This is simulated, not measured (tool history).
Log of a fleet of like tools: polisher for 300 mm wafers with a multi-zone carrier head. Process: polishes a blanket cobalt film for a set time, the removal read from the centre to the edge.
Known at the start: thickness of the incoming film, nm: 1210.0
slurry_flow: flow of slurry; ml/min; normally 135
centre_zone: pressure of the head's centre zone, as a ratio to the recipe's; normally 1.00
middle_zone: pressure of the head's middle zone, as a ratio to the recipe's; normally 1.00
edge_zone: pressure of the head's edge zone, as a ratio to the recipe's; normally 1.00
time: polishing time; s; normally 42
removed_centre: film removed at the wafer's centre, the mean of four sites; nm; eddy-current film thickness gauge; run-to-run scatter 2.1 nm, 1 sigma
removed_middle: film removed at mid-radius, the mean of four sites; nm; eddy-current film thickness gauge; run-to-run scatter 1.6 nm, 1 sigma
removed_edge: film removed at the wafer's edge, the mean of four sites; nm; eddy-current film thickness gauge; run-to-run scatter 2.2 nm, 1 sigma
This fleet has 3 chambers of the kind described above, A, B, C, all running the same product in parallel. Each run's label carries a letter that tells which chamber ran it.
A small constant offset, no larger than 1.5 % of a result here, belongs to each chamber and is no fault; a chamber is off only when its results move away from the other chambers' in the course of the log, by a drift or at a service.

run	hour	slurry_flow	centre_zone	middle_zone	edge_zone	time	wafers polished on this pad	hours since the slurry nozzle was cleaned	hours since the centre zone pressure was calibrated	hours since the edge zone pressure was calibrated	removed_centre	removed_middle	removed_edge
1C	4.4	135	1.00	1.00	1.00	42	335	532.6	110.6	300.9	179.53	179.53	180.37
# hour 4.5: chamber A: worn pad replaced by a new one
2B	8.8	135	1.00	1.00	1.00	42	448	192.6	228.4	663.2	180.25	178.68	178.39
3A	17.3	135	1.00	1.00	1.00	42	164	459.0	549.0	327.7	180.81	180.91	177.92
# hour 17.7: chamber B: edge zone pressure recalibrated
4C	26.2	135	1.00	1.00	1.00	42	614	554.4	132.4	322.7	180.66	182.31	179.24
5B	35.1	135	1.00	1.00	1.00	42	785	218.9	254.7	17.5	180.94	175.80	181.99
6A	39.9	135	1.00	1.00	1.00	42	453	481.6	571.6	350.3	179.60	180.81	178.24
7C	48.6	135	1.00	1.00	1.00	42	901	576.8	154.8	345.1	181.64	180.43	182.38
# hour 54.3: chamber C: worn pad replaced by a new one
8A	57.9	135	1.00	1.00	0.93	42	684	499.6	589.6	368.3	181.93	177.26	172.34
# hour 59.8: chamber B: worn pad replaced by a new one
# hour 61.7: chamber A: worn pad replaced by a new one
9B	65.7	135	1.00	1.00	0.93	42	75	249.5	285.3	48.1	182.63	179.64	172.71
# hour 71.3: chamber C: edge zone pressure recalibrated
10C	73.8	135	1.00	1.00	0.93	42	250	602.0	180.0	2.6	179.59	179.41	174.11
11A	78.8	135	1.00	1.00	1.00	42	219	520.5	610.5	389.2	181.34	177.05	179.67
# hour 82.1: chamber A: centre zone pressure recalibrated
12B	83.1	135	1.00	1.00	1.00	42	298	266.9	302.7	65.5	180.22	180.92	181.42
13A	92.0	110	1.09	1.00	1.00	42	388	533.7	9.9	402.4	184.91	168.78	171.41
14C	97.6	110	1.09	1.00	1.00	42	555	625.8	203.8	26.4	188.18	168.99	172.20
15B	102.2	110	1.09	1.00	1.00	42	543	286.0	321.8	84.6	187.78	171.78	174.33
16C	111.1	135	1.00	1.00	1.00	42	728	639.3	217.3	39.9	179.36	180.80	180.94
17B	117.2	135	1.00	1.00	1.00	42	735	301.0	336.8	99.6	178.71	180.36	181.37
18A	122.1	135	1.00	1.00	1.00	42	774	563.8	40.0	432.5	180.38	181.38	173.42
# hour 123.4: chamber A: slurry nozzle cleaned
# hour 124.0: chamber A: worn pad replaced by a new one
19C	131.2	135	1.00	1.00	1.00	42	985	659.4	237.4	60.0	182.59	179.78	183.51
# hour 131.7: chamber C: worn pad replaced by a new one
20B	140.8	135	1.00	1.00	1.00	42	1038	324.6	360.4	123.2	180.50	178.26	179.25
21A	146.3	135	1.00	1.00	1.00	42	285	23.0	64.2	456.7	180.54	181.71	179.77
22B	151.0	135	1.00	1.00	1.00	42	1168	334.8	370.6	133.4	181.53	181.50	184.48
23A	160.6	135	1.00	1.00	1.00	56	469	37.3	78.5	471.0	242.40	240.13	246.59
# hour 161.9: chamber B: worn pad replaced by a new one
24C	169.4	135	1.00	1.00	1.00	56	483	697.6	275.6	98.2	238.36	242.41	244.53
25C	176.0	135	1.00	1.00	1.00	56	568	704.2	282.2	104.8	244.28	242.73	244.10
26B	183.0	135	1.00	1.00	1.00	42	270	366.8	402.6	165.4	179.16	179.76	179.66
# hour 185.5: chamber A: edge zone pressure recalibrated
# hour 187.9: chamber A: worn pad replaced by a new one
27A	189.7	135	1.00	1.00	1.00	42	23	66.4	107.6	4.2	177.66	180.17	178.52
28B	198.3	135	1.00	1.00	1.00	42	466	382.1	417.9	180.7	180.60	182.40	183.08
# hour 201.3: chamber C: worn pad replaced by a new one
29C	207.4	135	1.00	1.00	1.00	42	78	735.6	313.6	136.2	178.45	177.68	181.51
30A	216.8	135	1.00	1.00	1.00	42	370	93.5	134.7	31.3	180.23	178.03	181.91
31A	226.5	160	1.00	1.05	1.00	42	494	103.2	144.4	41.0	187.98	195.48	178.47
32C	233.2	160	1.00	1.05	1.00	42	409	761.4	339.4	162.0	184.64	196.17	185.08
33B	237.7	160	1.00	1.05	1.00	42	971	421.5	457.3	220.1	188.01	196.13	187.00
34A	244.2	135	1.00	0.90	0.96	42	721	120.9	162.1	58.7	181.78	164.52	176.24
# hour 245.5: chamber A: worn pad replaced by a new one
35B	251.1	135	1.00	0.90	0.96	42	1143	434.9	470.7	233.5	180.85	166.13	176.48
# hour 254.7: chamber B: worn pad replaced by a new one
36C	257.6	135	1.00	0.90	0.96	42	722	785.8	363.8	186.4	182.38	163.10	179.37
# hour 263.0: chamber B: centre zone pressure recalibrated
# hour 264.1: chamber C: worn pad replaced by a new one
37B	264.8	135	1.09	1.04	1.00	42	129	448.6	1.8	247.2	199.72	184.55	179.95
38C	269.6	135	1.09	1.04	1.00	42	71	797.8	375.8	198.4	202.06	188.18	180.26
39A	276.9	135	1.09	1.04	1.00	42	402	153.6	194.8	91.4	198.84	187.68	176.92
40B	283.6	135	1.00	1.00	0.92	50	370	467.4	20.6	266.0	216.61	213.79	204.31
41C	292.8	135	1.00	1.00	0.92	50	369	821.0	399.0	221.6	210.01	217.61	206.55

Is one chamber out of step, is the gauge drifting, or do the chambers differ by no more than their own small offsets? For an off chamber, give its letter and the likeliest cause.

No chamber stands off beyond its own small offset, and the gauge holds steady.
